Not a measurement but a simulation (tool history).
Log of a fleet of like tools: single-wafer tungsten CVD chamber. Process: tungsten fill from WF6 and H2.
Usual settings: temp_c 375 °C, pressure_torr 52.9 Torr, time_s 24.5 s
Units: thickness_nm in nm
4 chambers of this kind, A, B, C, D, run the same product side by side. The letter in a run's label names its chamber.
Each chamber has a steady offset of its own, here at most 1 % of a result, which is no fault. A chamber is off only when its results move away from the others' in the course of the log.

run	hour	temp_c	pressure_torr	time_s	read-back reference wafer on the same gauge, thickness_nm	thickness_nm
1D	11	375	52.9	24.5	62.502	56.904
2A	24.4	375	52.9	24.5	62.507	56.782
3C	34.3	375	52.9	24.5	62.459	56.286
4B	42.2	375	52.9	24.5	62.462	56.829
# hour 43: chamber A: thermocouple changed; heater temperature recalibrated
5D	53	375	52.9	24.5	62.445	56.837
6A	62	375	52.9	24.5	62.449	56.819
7C	69.7	375	52.9	24.5	62.458	56.277
8B	79.9	375	52.9	24.5	62.439	56.805
9B	86.3	375	52.9	24.5	62.418	56.748
10C	95.4	375	52.9	24.5	62.407	56.186
11D	105.7	375	47.2	24.5	62.4	53.948
12A	113	375	47.2	24.5	62.404	53.862
13B	123.8	375	47.2	24.5	62.393	53.829
14C	135	375	47.2	24.5	62.406	53.402
15D	145.4	380	63.8	24.5	62.384	68.359
16A	158.1	380	63.8	24.5	62.377	68.308
17C	164.3	380	63.8	24.5	62.374	67.517
18B	174.4	380	63.8	24.5	62.358	68.552
19A	187.2	380	45.2	24.5	62.34	58.433
# hour 193: chamber C: capacitance manometer re-zeroed and calibrated
20D	194.5	380	45.2	24.5	62.353	58.683
21A	206.9	380	45.2	24.5	62.332	58.434
22D	214.3	380	45.2	24.5	62.339	58.551
23C	220.4	375	52.9	24.5	62.32	56.118
24B	231	375	52.9	24.5	62.326	56.665
25C	241.3	375	52.9	24.5	62.294	56.019
26B	254.1	375	52.9	24.5	62.294	56.666
27D	266.6	375	52.9	24.5	62.299	56.716
28A	278.4	375	52.9	22	62.289	50.863
29D	288.5	375	52.9	22	62.273	50.872
30B	301.7	375	52.9	22	62.269	50.891
31C	313.5	375	52.9	22	62.262	50.338
32A	326.1	375	52.9	24.5	62.255	56.585

All 4 chambers run these settings next. Forecast each chamber's results:
33A	335.8	375	57.9	24.5		?
33B	335.8	375	57.9	24.5		?
33C	335.8	375	57.9	24.5		?
33D	335.8	375	57.9	24.5		?

run	thickness_nm
33A	59.011
33B	58.931
33C	58.235
33D	58.926
